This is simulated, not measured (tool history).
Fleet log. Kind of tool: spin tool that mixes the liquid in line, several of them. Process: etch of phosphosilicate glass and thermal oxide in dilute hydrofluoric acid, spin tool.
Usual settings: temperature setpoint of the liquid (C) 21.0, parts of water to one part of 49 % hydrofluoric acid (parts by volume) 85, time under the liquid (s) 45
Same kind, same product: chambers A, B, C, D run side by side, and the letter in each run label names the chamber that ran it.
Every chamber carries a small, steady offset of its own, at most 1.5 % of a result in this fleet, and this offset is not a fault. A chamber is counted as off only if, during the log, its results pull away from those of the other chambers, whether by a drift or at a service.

run	day	temperature setpoint of the liquid (C)	parts of water to one part of 49 % hydrofluoric acid (parts by volume)	time under the liquid (s)	hours since the thermometer was replaced	hours since the hydrofluoric acid flow meter was replaced	read-back film thickness of the phosphosilicate glass reference wafer, read on the same gauge (nm)	read-back film thickness of the thermal oxide reference wafer, read on the same gauge (nm)	thickness taken off the phosphosilicate glass on a monitor wafer (nm)	thickness taken off the thermal oxide on a monitor wafer (nm)
1D	0.158	21.0	85	45	655.5	1484.9	59.975	49.971	55.164	2.2693
2B	0.279	21.0	85	45	2077.5	886.4	59.976	50.026	55.302	2.1851
3A	0.508	21.0	85	45	1028.1	648.8	60.005	50.015	54.313	2.1325
4C	0.658	21.0	85	45	962.1	1844.8	60.002	49.991	55.289	2.2108
5B	0.808	21.0	85	45	2090.2	899.1	59.994	50.030	54.721	2.1616
6C	1.000	21.0	85	45	970.3	1853.0	59.971	49.978	55.174	2.1734
7A	1.229	21.0	85	45	1045.4	666.1	59.990	49.974	54.464	2.2102
8D	1.483	21.0	85	45	687.3	1516.7	60.004	50.005	55.009	2.1919
9C	1.650	21.0	85	45	985.9	1868.6	60.038	50.009	54.613	2.1725
10D	1.829	21.0	85	45	695.6	1525.0	60.002	49.950	55.172	2.1998
11B	2.008	21.0	85	45	2119.0	927.9	59.989	50.030	55.119	2.1918
12A	2.167	21.0	85	45	1067.9	688.6	59.978	50.007	54.200	2.1782
13C	2.396	21.0	85	45	1003.8	1886.5	59.979	49.996	54.956	2.2136
14A	2.625	21.0	85	45	1078.9	699.6	59.975	49.990	53.821	2.2039
15D	2.746	21.0	85	45	717.6	1547.0	60.039	49.984	55.464	2.1996
16B	3.008	21.0	85	45	2143.0	951.9	59.988	49.985	54.930	2.1400
17D	3.162	21.0	85	45	727.6	1557.0	60.000	49.974	55.948	2.2456
18B	3.300	21.0	85	45	2150.0	958.9	60.009	49.980	55.616	2.2487
19C	3.446	21.0	85	45	1029.0	1911.7	60.007	50.005	55.299	2.1688
20A	3.592	21.0	85	45	1102.1	722.8	59.962	50.021	54.075	2.1861
21C	3.758	21.0	85	45	1036.5	1919.2	60.005	49.962	56.212	2.1719
22A	3.954	21.0	85	45	1110.8	731.5	60.004	49.956	54.517	2.1410
23B	4.208	23.0	85	55	2171.8	980.7	60.017	50.018	73.831	2.9010
24D	4.371	23.0	85	55	756.6	1586.0	59.995	49.991	72.543	2.9010
25D	4.638	23.0	85	55	763.0	1592.4	60.001	50.051	73.244	2.9469
26A	4.875	23.0	85	55	1132.9	753.6	59.947	50.046	71.372	2.8293
27C	5.021	21.0	85	45	1066.8	1949.5	59.989	49.980	55.310	2.1557
28B	5.292	21.0	85	45	2197.8	1006.7	60.004	49.983	55.129	2.2136
29A	5.558	21.0	85	45	1149.3	770.0	60.020	50.002	54.394	2.2072
30B	5.762	21.0	85	45	2209.1	1018.0	59.991	50.013	55.934	2.2005
31C	6.012	21.0	85	45	1090.6	1973.3	59.963	50.028	55.141	2.1876
32D	6.192	21.0	85	45	800.3	1629.7	60.012	50.043	54.658	2.1992
33A	6.342	21.0	85	45	1168.1	788.8	60.016	49.928	54.459	2.1665
# day 6.496: chamber C: hydrofluoric acid flow meter replaced
# day 6.521: chamber C: thermometer replaced
34B	6.550	25.5	85	45	2228.0	1036.9	59.976	50.017	66.955	2.6191
35D	6.704	25.5	85	45	812.6	1642.0	60.016	49.982	66.957	2.6440
36C	6.962	25.5	85	45	10.7	11.3	60.020	49.938	65.586	2.5890
37A	7.083	25.5	85	45	1185.9	806.6	59.985	50.005	65.614	2.6007

One chamber off, gauge drift, or nothing amiss beyond the chambers' own small offsets? If it is a chamber, which one, and what is the likeliest cause?

No chamber is off and the gauge is stable; the differences are just each chamber's small, constant offset.
